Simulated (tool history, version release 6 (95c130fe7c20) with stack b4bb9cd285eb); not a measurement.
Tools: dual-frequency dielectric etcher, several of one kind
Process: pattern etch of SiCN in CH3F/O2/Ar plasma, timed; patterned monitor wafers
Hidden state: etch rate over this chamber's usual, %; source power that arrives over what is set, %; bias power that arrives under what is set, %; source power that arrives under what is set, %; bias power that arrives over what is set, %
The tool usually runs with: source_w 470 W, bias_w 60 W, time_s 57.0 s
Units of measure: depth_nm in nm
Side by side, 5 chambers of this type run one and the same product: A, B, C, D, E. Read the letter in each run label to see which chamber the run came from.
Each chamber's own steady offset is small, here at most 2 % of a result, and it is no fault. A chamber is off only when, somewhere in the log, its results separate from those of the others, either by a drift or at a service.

run	day	source_w	bias_w	time_s	hours since the last wet clean	hours since the last source power generator calibration	hours since the last bias power generator calibration	read-back reference wafer on the same gauge, depth_nm	depth_nm
1A	0.188	470	60	57.0	172.3	2094.8	306.1	20.315	21.446
2B	0.283	470	60	57.0	213.8	500.2	3196.8	20.299	21.257
3C	0.388	470	60	57.0	168.4	1766.8	5363.3	20.298	21.034
4E	0.529	470	60	57.0	316.9	2009.0	2387.2	20.321	21.458
5D	0.671	470	60	57.0	493.0	3248.2	3741.9	20.289	21.613
6B	0.871	470	60	57.0	227.9	514.3	3210.9	20.318	21.218
# day 0.967: chamber D: bias power generator calibrated
7A	1.067	470	60	57.0	193.4	2115.9	327.2	20.314	21.395
8D	1.262	470	72	68.0	507.2	3262.4	7.2	20.305	27.397
9C	1.400	470	72	68.0	192.7	1791.1	5387.6	20.344	26.403
10E	1.512	470	72	68.0	340.5	2032.6	2410.8	20.285	26.920
11B	1.654	470	72	68.0	246.7	533.1	3229.7	20.286	26.582
12C	1.771	470	72	68.0	201.6	1800.0	5396.5	20.285	26.627
13E	1.892	470	60	57.0	349.6	2041.7	2419.9	20.283	21.321
14D	1.983	470	60	57.0	524.5	3279.7	24.5	20.290	21.490
15A	2.150	470	60	57.0	219.4	2141.9	353.2	20.304	21.515
16C	2.283	530	50	57.0	213.9	1812.3	5408.8	20.315	20.617
17D	2.462	530	50	57.0	536.0	3291.2	36.0	20.289	21.190
18B	2.612	530	50	57.0	269.7	556.1	3252.7	20.301	21.034
19E	2.792	530	50	57.0	371.2	2063.3	2441.5	20.318	20.883
20A	2.925	530	50	57.0	238.0	2160.5	371.8	20.301	21.349
21C	3.071	470	60	57.0	232.8	1831.2	5427.7	20.311	21.008
22A	3.188	560	60	57.0	244.3	2166.8	378.1	20.267	22.946
23B	3.375	560	60	57.0	288.0	574.4	3271.0	20.292	22.704
24D	3.504	560	60	57.0	561.0	3316.2	61.0	20.307	23.112
25E	3.650	560	60	57.0	391.8	2083.9	2462.1	20.266	22.816
26D	3.775	560	60	57.0	567.5	3322.7	67.5	20.303	23.265
27A	3.929	470	60	57.0	262.1	2184.6	395.9	20.282	21.455
28B	4.025	470	60	57.0	303.6	590.0	3286.6	20.306	21.137
29E	4.217	470	60	57.0	405.4	2097.5	2475.7	20.301	21.235
30C	4.408	470	60	57.0	264.9	1863.3	5459.8	20.321	21.066
31C	4.533	470	60	44.5	267.9	1866.3	5462.8	20.272	16.452
32B	4.646	470	60	44.5	318.5	604.9	3301.5	20.315	16.645
33E	4.846	470	60	44.5	420.5	2112.6	2490.8	20.288	16.850
34A	5.025	470	60	44.5	288.4	2210.9	422.2	20.305	16.627
35D	5.238	470	60	44.5	602.6	3357.8	102.6	20.288	16.834
# day 5.338: chamber E: source power generator calibrated
# day 5.417: chamber D: wet clean of the chamber
36D	5.450	470	60	57.0	0.9	3362.9	107.7	20.275	21.636
37B	5.558	470	60	57.0	340.4	626.8	3323.4	20.310	21.092
38E	5.708	470	60	57.0	441.2	9.0	2511.5	20.320	21.235
39A	5.908	470	60	57.0	309.6	2232.1	443.4	20.289	21.734
40C	6.058	470	60	57.0	304.5	1902.9	5499.4	20.295	21.000
41C	6.221	470	60	57.0	308.4	1906.8	5503.3	20.288	20.805
42D	6.388	470	60	49.0	23.4	3385.4	130.2	20.298	18.734
43E	6.529	470	60	49.0	460.9	28.7	2531.2	20.275	18.179

Each of the 5 chambers runs these same settings next. Fill in every chamber's results:
44A	6.683	470	60	67.5					?
44B	6.683	470	60	67.5					?
44C	6.683	470	60	67.5					?
44D	6.683	470	60	67.5					?
44E	6.683	470	60	67.5					?

run	depth_nm
44A	25.581
44B	25.224
44C	24.749
44D	25.401
44E	25.176
